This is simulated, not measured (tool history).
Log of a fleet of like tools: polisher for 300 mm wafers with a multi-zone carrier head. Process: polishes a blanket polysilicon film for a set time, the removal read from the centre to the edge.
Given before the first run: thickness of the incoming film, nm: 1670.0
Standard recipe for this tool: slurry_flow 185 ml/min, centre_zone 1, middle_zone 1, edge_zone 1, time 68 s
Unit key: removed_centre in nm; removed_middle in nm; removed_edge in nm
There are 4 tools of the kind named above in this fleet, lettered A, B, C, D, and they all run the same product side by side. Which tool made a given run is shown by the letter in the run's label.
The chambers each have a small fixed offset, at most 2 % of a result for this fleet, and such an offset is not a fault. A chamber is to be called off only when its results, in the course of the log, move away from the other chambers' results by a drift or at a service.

run	hour	slurry_flow	centre_zone	middle_zone	edge_zone	time	wafers polished on this pad	hours since the slurry nozzle was cleaned	hours since the centre zone pressure was calibrated	hours since the edge zone pressure was calibrated	removed_centre	removed_middle	removed_edge
1D	8.1	185	1	1	1	68	493	109.9	77.8	576.2	434.25	432.37	430.42
2C	14.7	185	1	1	1	68	399	203.5	520.2	318.7	433.56	447.15	434.13
3A	21.9	185	1	1	1	68	1000	118.7	1291.1	318.9	424.97	436.98	437.59
4B	27.1	185	1	1	1	68	919	93.2	382	933.5	425.51	434.95	445.57
# hour 28.2: chamber A: centre zone pressure recalibrated
5D	36.1	185	1	1	1	68	729	137.9	105.8	604.2	433.65	428.21	428.07
6B	41.1	185	1	1	1	68	1037	107.2	396	947.5	432.19	437.04	436.06
7A	45.5	185	1	1	1	68	1200	142.3	17.3	342.5	436.39	437.5	434.6
8C	55.3	185	1	1	1	68	742	244.1	560.8	359.3	441.23	442.39	435.15
9B	61.8	185	1	0.91	1.09	68	1212	127.9	416.7	968.2	432.85	397.96	456.32
10A	69.3	185	1	0.91	1.09	68	1401	166.1	41.1	366.3	434.13	400.19	463.16
# hour 72.2: chamber A: worn pad replaced by a new one
# hour 72.8: chamber D: worn pad replaced by a new one
11C	78.7	185	1	0.91	1.09	68	940	267.5	584.2	382.7	439.6	404.76	447.61
12D	87.3	185	1	0.91	1.09	68	122	189.1	157	655.4	431.16	399.04	456.83
# hour 94: chamber C: worn pad replaced by a new one
13D	95.9	185	1.08	1	1	68	195	197.7	165.6	664	471.44	436.13	429.67
# hour 101: chamber C: slurry nozzle cleaned
14C	105.9	185	1.08	1	1	68	100	4.9	611.4	409.9	482.62	446.55	431.23
15B	110.4	185	1.08	1	1	68	1622	176.5	465.3	1016.8	468.73	434.65	437.47
# hour 110.9: chamber B: worn pad replaced by a new one
# hour 112.5: chamber B: centre zone pressure recalibrated
16A	120.1	185	1.08	1	1	68	404	216.9	91.9	417.1	469.62	436.43	436.25
17D	126.1	185	1	1	1	68	449	227.9	195.8	694.2	436.6	434.46	431.63
18C	132.5	185	1	1	1	82	325	31.5	638	436.5	524.43	530.71	517.34
19A	139.1	185	1	1	1	82	564	235.9	110.9	436.1	519.55	530.66	523.55
20B	145.2	185	1	1	1	82	289	211.3	32.8	1051.6	516.51	522.74	522.04
21A	154.4	185	1	1	1	82	693	251.2	126.2	451.4	522.46	528.65	525.27
22C	163.1	185	1	1	1	68	583	62.1	668.6	467.1	434.25	438.93	435
# hour 165.3: chamber B: edge zone pressure recalibrated
23D	171.7	185	0.92	0.92	1	68	834	273.5	241.4	739.8	393.09	398.97	429.86
24B	177.4	185	0.92	0.92	1	68	561	243.5	65	12.2	385.59	397.93	430.83
25C	186.1	185	0.92	0.92	1	68	777	85.1	691.6	490.1	402.15	407.03	438.17
# hour 188.4: chamber D: worn pad replaced by a new one
26A	192.6	185	0.92	0.92	1	68	1016	289.4	164.4	489.6	403.39	405.11	437.57
27D	199	185	1	1	1	68	89	300.8	268.7	767.1	441.72	434.81	439.07
28B	205	185	1	1	1	68	794	271.1	92.6	39.8	424.08	422.17	436.79
# hour 210.2: chamber C: worn pad replaced by a new one
29C	212	185	1	1.04	1	87	15	111	717.5	516	570.38	587.12	552.28
30B	216.5	185	1	1.04	1	87	891	282.6	104.1	51.3	526.83	562.51	550.51
# hour 223.4: chamber A: slurry nozzle cleaned
31D	226.5	185	1	1.04	1	87	321	328.3	296.2	794.6	562.05	574.53	554.09
32A	232.7	185	1	1.04	1	87	1354	9.3	204.5	529.7	550.84	576.16	560.82
# hour 234.6: chamber A: worn pad replaced by a new one
33B	239.2	185	1	1	1	68	1083	305.3	126.8	74	413.51	418.54	422.34
34A	243.6	185	1	1	1	68	76	20.2	215.4	540.6	440.31	438.61	438.61
35C	252.3	185	1	1	1	68	355	151.3	757.8	556.3	430.37	442.65	435.79

Next, every chamber runs the same settings. What will each give?
36A	259.4	185	1	1	1	68					?	?	?
36B	259.4	185	1	1	1	68					?	?	?
36C	259.4	185	1	1	1	68					?	?	?
36D	259.4	185	1	1	1	68					?	?	?

run	removed_centre	removed_middle	removed_edge
36A	433.02	439.27	434.86
36B	406.96	413.34	417.82
36C	440.63	442.45	434.28
36D	436.51	437.96	435.99
